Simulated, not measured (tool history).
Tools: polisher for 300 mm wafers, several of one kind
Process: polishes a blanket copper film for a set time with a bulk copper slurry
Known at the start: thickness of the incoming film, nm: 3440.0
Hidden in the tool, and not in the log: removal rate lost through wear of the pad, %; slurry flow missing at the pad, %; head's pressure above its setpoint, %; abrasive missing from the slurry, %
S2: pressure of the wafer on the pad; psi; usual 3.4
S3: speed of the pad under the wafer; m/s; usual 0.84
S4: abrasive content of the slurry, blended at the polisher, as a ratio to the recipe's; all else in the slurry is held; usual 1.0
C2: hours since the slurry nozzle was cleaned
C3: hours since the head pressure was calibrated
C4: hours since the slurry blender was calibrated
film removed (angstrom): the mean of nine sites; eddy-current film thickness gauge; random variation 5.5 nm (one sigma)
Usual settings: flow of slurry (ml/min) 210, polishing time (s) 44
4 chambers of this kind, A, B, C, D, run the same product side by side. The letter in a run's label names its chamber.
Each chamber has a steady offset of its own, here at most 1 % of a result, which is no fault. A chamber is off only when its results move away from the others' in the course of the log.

run 1A day=0.225 | flow_of_slurry_(ml/min)=210 S2=3.4 S3=0.84 S4=1.0 polishing_time_(s)=44 | wafers_polished_on_this_pad=736 C2=470.0 C3=1066.7 C4=347.6 | film_removed_(angstrom)=3766.3
-- day=0.288 chamber A: worn pad replaced by a new one
run 2D day=0.408 | flow_of_slurry_(ml/min)=210 S2=3.4 S3=0.84 S4=1.0 polishing_time_(s)=44 | wafers_polished_on_this_pad=854 C2=50.2 C3=580.7 C4=229.0 | film_removed_(angstrom)=3813.7
run 3C day=0.638 | flow_of_slurry_(ml/min)=210 S2=3.4 S3=0.84 S4=1.0 polishing_time_(s)=44 | wafers_polished_on_this_pad=366 C2=354.6 C3=28.9 C4=384.9 | film_removed_(angstrom)=3722.0
-- day=0.917 chamber D: worn pad replaced by a new one
run 4B day=0.942 | flow_of_slurry_(ml/min)=210 S2=3.4 S3=0.84 S4=1.0 polishing_time_(s)=44 | wafers_polished_on_this_pad=270 C2=401.9 C3=606.8 C4=54.0 | film_removed_(angstrom)=3804.4
run 5A day=1.308 | flow_of_slurry_(ml/min)=210 S2=3.4 S3=0.84 S4=1.0 polishing_time_(s)=44 | wafers_polished_on_this_pad=277 C2=496.0 C3=1092.7 C4=373.6 | film_removed_(angstrom)=3926.1
-- day=1.500 chamber C: worn pad replaced by a new one
run 6B day=1.642 | flow_of_slurry_(ml/min)=210 S2=3.4 S3=0.84 S4=1.0 polishing_time_(s)=44 | wafers_polished_on_this_pad=459 C2=418.7 C3=623.6 C4=70.8 | film_removed_(angstrom)=3814.3
run 7D day=1.962 | flow_of_slurry_(ml/min)=210 S2=3.4 S3=0.84 S4=1.0 polishing_time_(s)=44 | wafers_polished_on_this_pad=284 C2=87.5 C3=618.0 C4=266.3 | film_removed_(angstrom)=3832.9
run 8C day=2.217 | flow_of_slurry_(ml/min)=210 S2=3.4 S3=0.84 S4=1.0 polishing_time_(s)=44 | wafers_polished_on_this_pad=195 C2=392.5 C3=66.8 C4=422.8 | film_removed_(angstrom)=3875.1
run 9D day=2.412 | flow_of_slurry_(ml/min)=210 S2=3.4 S3=0.84 S4=1.0 polishing_time_(s)=44 | wafers_polished_on_this_pad=406 C2=98.3 C3=628.8 C4=277.1 | film_removed_(angstrom)=3826.3
run 10B day=2.642 | flow_of_slurry_(ml/min)=210 S2=3.4 S3=0.84 S4=1.0 polishing_time_(s)=44 | wafers_polished_on_this_pad=730 C2=442.7 C3=647.6 C4=94.8 | film_removed_(angstrom)=3751.0
-- day=2.800 chamber C: slurry blender recalibrated
run 11C day=2.858 | flow_of_slurry_(ml/min)=210 S2=3.4 S3=0.84 S4=1.0 polishing_time_(s)=44 | wafers_polished_on_this_pad=369 C2=407.9 C3=82.2 C4=1.5 | film_removed_(angstrom)=3837.3
run 12A day=3.179 | flow_of_slurry_(ml/min)=210 S2=3.4 S3=0.84 S4=1.0 polishing_time_(s)=44 | wafers_polished_on_this_pad=784 C2=540.9 C3=1137.6 C4=418.5 | film_removed_(angstrom)=3853.6
-- day=3.212 chamber A: slurry blender recalibrated
run 13D day=3.454 | flow_of_slurry_(ml/min)=210 S2=3.4 S3=0.84 S4=1.0 polishing_time_(s)=44 | wafers_polished_on_this_pad=689 C2=123.3 C3=653.8 C4=302.1 | film_removed_(angstrom)=3870.5
-- day=3.571 chamber A: worn pad replaced by a new one
run 14A day=3.638 | flow_of_slurry_(ml/min)=210 S2=3.4 S3=0.84 S4=1.0 polishing_time_(s)=44 | wafers_polished_on_this_pad=18 C2=551.9 C3=1148.6 C4=10.3 | film_removed_(angstrom)=3852.9
-- day=3.704 chamber C: worn pad replaced by a new one
run 15C day=3.912 | flow_of_slurry_(ml/min)=210 S2=3.4 S3=0.84 S4=1.0 polishing_time_(s)=44 | wafers_polished_on_this_pad=57 C2=433.2 C3=107.5 C4=26.8 | film_removed_(angstrom)=3885.7
-- day=4.017 chamber B: worn pad replaced by a new one
run 16B day=4.300 | flow_of_slurry_(ml/min)=210 S2=3.9 S3=0.98 S4=1.0 polishing_time_(s)=44 | wafers_polished_on_this_pad=77 C2=482.5 C3=687.4 C4=134.6 | film_removed_(angstrom)=5071.3
run 17A day=4.667 | flow_of_slurry_(ml/min)=210 S2=3.9 S3=0.98 S4=1.0 polishing_time_(s)=44 | wafers_polished_on_this_pad=297 C2=576.6 C3=1173.3 C4=35.0 | film_removed_(angstrom)=5345.6
run 18B day=4.954 | flow_of_slurry_(ml/min)=210 S2=3.9 S3=0.98 S4=1.0 polishing_time_(s)=44 | wafers_polished_on_this_pad=254 C2=498.2 C3=703.1 C4=150.3 | film_removed_(angstrom)=5170.6
-- day=5.154 chamber A: slurry nozzle cleaned
-- day=5.238 chamber D: worn pad replaced by a new one
run 19C day=5.267 | flow_of_slurry_(ml/min)=210 S2=3.9 S3=0.98 S4=1.0 polishing_time_(s)=44 | wafers_polished_on_this_pad=424 C2=465.7 C3=140.0 C4=59.3 | film_removed_(angstrom)=5245.2
run 20D day=5.479 | flow_of_slurry_(ml/min)=210 S2=3.4 S3=0.84 S4=1.0 polishing_time_(s)=44 | wafers_polished_on_this_pad=66 C2=171.9 C3=702.4 C4=350.7 | film_removed_(angstrom)=3825.3
-- day=5.692 chamber C: worn pad replaced by a new one
run 21A day=5.833 | flow_of_slurry_(ml/min)=210 S2=3.4 S3=0.84 S4=1.0 polishing_time_(s)=44 | wafers_polished_on_this_pad=613 C2=16.3 C3=1201.3 C4=63.0 | film_removed_(angstrom)=3862.2
run 22B day=6.154 | flow_of_slurry_(ml/min)=210 S2=3.4 S3=0.84 S4=1.0 polishing_time_(s)=44 | wafers_polished_on_this_pad=580 C2=527.0 C3=731.9 C4=179.1 | film_removed_(angstrom)=3748.6
-- day=6.283 chamber B: slurry blender recalibrated
-- day=6.383 chamber A: worn pad replaced by a new one
run 23C day=6.542 | flow_of_slurry_(ml/min)=210 S2=3.4 S3=0.84 S4=1.0 polishing_time_(s)=44 | wafers_polished_on_this_pad=231 C2=496.3 C3=170.6 C4=89.9 | film_removed_(angstrom)=3766.9
run 24D day=6.879 | flow_of_slurry_(ml/min)=210 S2=4.1 S3=0.84 S4=0.9 polishing_time_(s)=44 | wafers_polished_on_this_pad=445 C2=205.5 C3=736.0 C4=384.3 | film_removed_(angstrom)=4553.6
run 25A day=7.129 | flow_of_slurry_(ml/min)=210 S2=4.1 S3=0.84 S4=0.9 polishing_time_(s)=44 | wafers_polished_on_this_pad=202 C2=47.4 C3=1232.4 C4=94.1 | film_removed_(angstrom)=4547.5
-- day=7.146 chamber B: worn pad replaced by a new one
-- day=7.271 chamber D: slurry blender recalibrated
run 26B day=7.338 | flow_of_slurry_(ml/min)=210 S2=4.1 S3=0.84 S4=0.9 polishing_time_(s)=44 | wafers_polished_on_this_pad=52 C2=555.4 C3=760.3 C4=25.4 | film_removed_(angstrom)=4520.6
run 27C day=7.588 | flow_of_slurry_(ml/min)=210 S2=4.1 S3=0.84 S4=0.9 polishing_time_(s)=44 | wafers_polished_on_this_pad=514 C2=521.4 C3=195.7 C4=115.0 | film_removed_(angstrom)=4551.2
-- day=7.671 chamber C: worn pad replaced by a new one
run 28D day=7.967 | flow_of_slurry_(ml/min)=210 S2=3.4 S3=0.84 S4=1.0 polishing_time_(s)=44 | wafers_polished_on_this_pad=740 C2=231.6 C3=762.1 C4=16.8 | film_removed_(angstrom)=3876.7
run 29D day=8.208 | flow_of_slurry_(ml/min)=210 S2=3.4 S3=0.84 S4=1.0 polishing_time_(s)=44 | wafers_polished_on_this_pad=806 C2=237.4 C3=767.9 C4=22.6 | film_removed_(angstrom)=3793.0
run 30C day=8.529 | flow_of_slurry_(ml/min)=210 S2=3.4 S3=0.84 S4=1.0 polishing_time_(s)=44 | wafers_polished_on_this_pad=233 C2=544.0 C3=218.3 C4=137.6 | film_removed_(angstrom)=3869.7
run 31B day=8.804 | flow_of_slurry_(ml/min)=210 S2=3.4 S3=0.84 S4=1.0 polishing_time_(s)=44 | wafers_polished_on_this_pad=450 C2=590.6 C3=795.5 C4=60.6 | film_removed_(angstrom)=3956.3
run 32A day=9.200 | flow_of_slurry_(ml/min)=210 S2=3.4 S3=0.84 S4=1.0 polishing_time_(s)=44 | wafers_polished_on_this_pad=763 C2=97.1 C3=1282.1 C4=143.8 | film_removed_(angstrom)=3856.2

Next, every chamber runs the same settings. What will each give?
run 33A day=9.492 | flow_of_slurry_(ml/min)=210 S2=3.4 S3=0.84 S4=1.0 polishing_time_(s)=44 | film_removed_(angstrom)=?
run 33B day=9.492 | flow_of_slurry_(ml/min)=210 S2=3.4 S3=0.84 S4=1.0 polishing_time_(s)=44 | film_removed_(angstrom)=?
run 33C day=9.492 | flow_of_slurry_(ml/min)=210 S2=3.4 S3=0.84 S4=1.0 polishing_time_(s)=44 | film_removed_(angstrom)=?
run 33D day=9.492 | flow_of_slurry_(ml/min)=210 S2=3.4 S3=0.84 S4=1.0 polishing_time_(s)=44 | film_removed_(angstrom)=?

run=33A film_removed_(angstrom)=3739.2
run=33B film_removed_(angstrom)=3888.3
run=33C film_removed_(angstrom)=3797.5
run=33D film_removed_(angstrom)=3874.9
